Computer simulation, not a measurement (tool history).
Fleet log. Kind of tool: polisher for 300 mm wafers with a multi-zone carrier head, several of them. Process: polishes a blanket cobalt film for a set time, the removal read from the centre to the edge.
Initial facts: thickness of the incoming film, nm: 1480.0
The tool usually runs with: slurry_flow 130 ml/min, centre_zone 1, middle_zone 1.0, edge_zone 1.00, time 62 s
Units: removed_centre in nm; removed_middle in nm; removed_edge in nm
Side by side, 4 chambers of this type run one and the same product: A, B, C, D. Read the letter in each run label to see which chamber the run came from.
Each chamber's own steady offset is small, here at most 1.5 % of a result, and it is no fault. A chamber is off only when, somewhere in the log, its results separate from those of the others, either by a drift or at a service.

At day 0.208: chamber B: worn pad replaced by a new one.
Run 1D, day 0.412: usual settings. Result: removed_centre 275.29 nm, removed_middle 277.89 nm, removed_edge 269.71 nm.
Run 2A, day 0.658: usual settings. Result: removed_centre 273.22 nm, removed_middle 273.83 nm, removed_edge 272.84 nm.
At day 0.800: chamber D: worn pad replaced by a new one.
At day 1.004: chamber D: edge zone pressure recalibrated.
Run 3B, day 1.042: usual settings. Result: removed_centre 276.01 nm, removed_middle 273.27 nm, removed_edge 271.09 nm.
Run 4C, day 1.517: usual settings. Result: removed_centre 271.97 nm, removed_middle 276.07 nm, removed_edge 274.99 nm.
At day 1.558: chamber C: worn pad replaced by a new one.
At day 1.558: chamber C: edge zone pressure recalibrated.
Run 5C, day 1.746: usual settings. Result: removed_centre 271.05 nm, removed_middle 271.61 nm, removed_edge 277.31 nm.
Run 6A, day 2.217: usual settings. Result: removed_centre 270.13 nm, removed_middle 271.29 nm, removed_edge 269.02 nm.
At day 2.250: chamber A: worn pad replaced by a new one.
At day 2.400: chamber B: centre zone pressure recalibrated.
At day 2.471: chamber A: centre zone pressure recalibrated.
At day 2.575: chamber C: centre zone pressure recalibrated.
Run 7D, day 2.604: usual settings but edge_zone 0.91, time 50 s. Result: removed_centre 223.20 nm, removed_middle 224.58 nm, removed_edge 214.99 nm.
Run 8B, day 3.042: usual settings but edge_zone 0.91, time 50 s. Result: removed_centre 221.17 nm, removed_middle 222.01 nm, removed_edge 206.79 nm.
Run 9D, day 3.275: usual settings but edge_zone 0.91, time 50 s. Result: removed_centre 225.81 nm, removed_middle 223.30 nm, removed_edge 207.97 nm.
Run 10A, day 3.621: usual settings but edge_zone 0.91, time 50 s. Result: removed_centre 222.56 nm, removed_middle 224.31 nm, removed_edge 209.32 nm.
Run 11B, day 3.867: usual settings. Result: removed_centre 270.38 nm, removed_middle 277.44 nm, removed_edge 275.48 nm.
At day 4.133: chamber C: slurry nozzle cleaned.
Run 12C, day 4.171: usual settings. Result: removed_centre 274.76 nm, removed_middle 269.99 nm, removed_edge 277.32 nm.
Run 13C, day 4.462: usual settings. Result: removed_centre 274.13 nm, removed_middle 268.98 nm, removed_edge 274.75 nm.
At day 4.625: chamber A: worn pad replaced by a new one.
At day 4.888: chamber C: worn pad replaced by a new one.
Run 14A, day 4.900: usual settings. Result: removed_centre 269.19 nm, removed_middle 264.86 nm, removed_edge 267.02 nm.
Run 15D, day 5.300: usual settings. Result: removed_centre 275.13 nm, removed_middle 278.94 nm, removed_edge 280.24 nm.
At day 5.417: chamber D: worn pad replaced by a new one.
At day 5.588: chamber B: worn pad replaced by a new one.
Run 16B, day 5.700: usual settings. Result: removed_centre 271.22 nm, removed_middle 274.80 nm, removed_edge 267.30 nm.
Run 17A, day 6.042: usual settings. Result: removed_centre 263.08 nm, removed_middle 267.96 nm, removed_edge 272.83 nm.
Run 18B, day 6.388: usual settings but middle_zone 0.9, time 77 s. Result: removed_centre 345.97 nm, removed_middle 320.19 nm, removed_edge 350.37 nm.
Run 19D, day 6.721: usual settings but middle_zone 0.9, time 77 s. Result: removed_centre 337.75 nm, removed_middle 322.00 nm, removed_edge 336.67 nm.
At day 6.988: chamber A: worn pad replaced by a new one.
Run 20C, day 7.179: usual settings but middle_zone 0.9, time 77 s. Result: removed_centre 337.59 nm, removed_middle 307.70 nm, removed_edge 335.97 nm.
Run 21B, day 7.558: usual settings but middle_zone 0.9, time 77 s. Result: removed_centre 338.09 nm, removed_middle 314.91 nm, removed_edge 335.93 nm.
Run 22C, day 7.946: usual settings. Result: removed_centre 276.11 nm, removed_middle 275.69 nm, removed_edge 280.32 nm.
Run 23D, day 8.312: usual settings. Result: removed_centre 276.24 nm, removed_middle 280.63 nm, removed_edge 272.53 nm.
Run 24A, day 8.696: usual settings. Result: removed_centre 258.99 nm, removed_middle 269.20 nm, removed_edge 268.09 nm.
At day 9.162: chamber C: worn pad replaced by a new one.
Run 25A, day 9.183: usual settings. Result: removed_centre 269.55 nm, removed_middle 264.19 nm, removed_edge 267.06 nm.
At day 9.483: chamber D: worn pad replaced by a new one.
Run 26D, day 9.662: usual settings. Result: removed_centre 275.70 nm, removed_middle 275.75 nm, removed_edge 277.70 nm.
At day 10.025: chamber A: worn pad replaced by a new one.
Run 27C, day 10.146: usual settings. Result: removed_centre 274.41 nm, removed_middle 275.73 nm, removed_edge 276.73 nm.
Run 28B, day 10.583: usual settings. Result: removed_centre 273.02 nm, removed_middle 274.57 nm, removed_edge 277.46 nm.
Run 29C, day 11.054: usual settings. Result: removed_centre 270.84 nm, removed_middle 270.00 nm, removed_edge 276.07 nm.
At day 11.121: chamber B: worn pad replaced by a new one.
Run 30B, day 11.358: usual settings. Result: removed_centre 273.62 nm, removed_middle 273.74 nm, removed_edge 272.50 nm.
Run 31A, day 11.808: usual settings. Result: removed_centre 254.21 nm, removed_middle 260.86 nm, removed_edge 272.26 nm.
Run 32D, day 12.304: usual settings. Result: removed_centre 278.01 nm, removed_middle 283.58 nm, removed_edge 276.66 nm.
Run 33A, day 12.733: usual settings. Result: removed_centre 258.72 nm, removed_middle 256.75 nm, removed_edge 265.79 nm.
At day 13.021: chamber C: worn pad replaced by a new one.
Run 34C, day 13.092: usual settings. Result: removed_centre 276.47 nm, removed_middle 265.94 nm, removed_edge 284.03 nm.
Run 35B, day 13.483: usual settings. Result: removed_centre 274.26 nm, removed_middle 279.67 nm, removed_edge 275.41 nm.

Read the log: is a single chamber off, either drifting away or since a service, is the gauge that measures every chamber drifting, or is nothing wrong beyond small per-chamber offsets? Name any odd chamber and what most likely caused it.

One chamber, A, drifts off from the rest bit by bit.
What lies behind it: slurry flow missing at the pad, % = 25.4.

Here are 4 candidates for chamber A's next run, each the usual settings with a change, their results left as question marks. Which one brings its results back in line with what the others give on the usual settings?
A result is in line if it is within this distance of the other chambers' mean on the usual settings: removed_centre 10.00 nm; removed_middle 11.00 nm; removed_edge 14.00 nm
Run 36A-1, day 13.854: usual settings but time 61 s. Result: removed_centre ?, removed_middle ?, removed_edge ?.
Run 36A-2, day 13.854: usual settings but slurry_flow 135 ml/min, centre_zone 1.02, middle_zone 1.01, edge_zone 0.99, time 65 s. Result: removed_centre ?, removed_middle ?, removed_edge ?.
Run 36A-3, day 13.854: usual settings but slurry_flow 125 ml/min, centre_zone 0.98, middle_zone 0.99, edge_zone 1.01, time 59 s. Result: removed_centre ?, removed_middle ?, removed_edge ?.
Run 36A-4, day 13.854: usual settings but time 63 s. Result: removed_centre ?, removed_middle ?, removed_edge ?.

The mean the other chambers reach with the usual settings: removed_centre 275.49 nm; removed_middle 276.17 nm; removed_edge 275.41 nm
  run  removed_centre  removed_middle  removed_edge
36A-1          249.91          252.05        260.24
36A-2          275.43          273.90        277.74
36A-3          233.37          238.85        251.19
36A-4          258.11          260.32        268.78
36A-2 is the one that brings the chamber's results back in line with the other chambers.
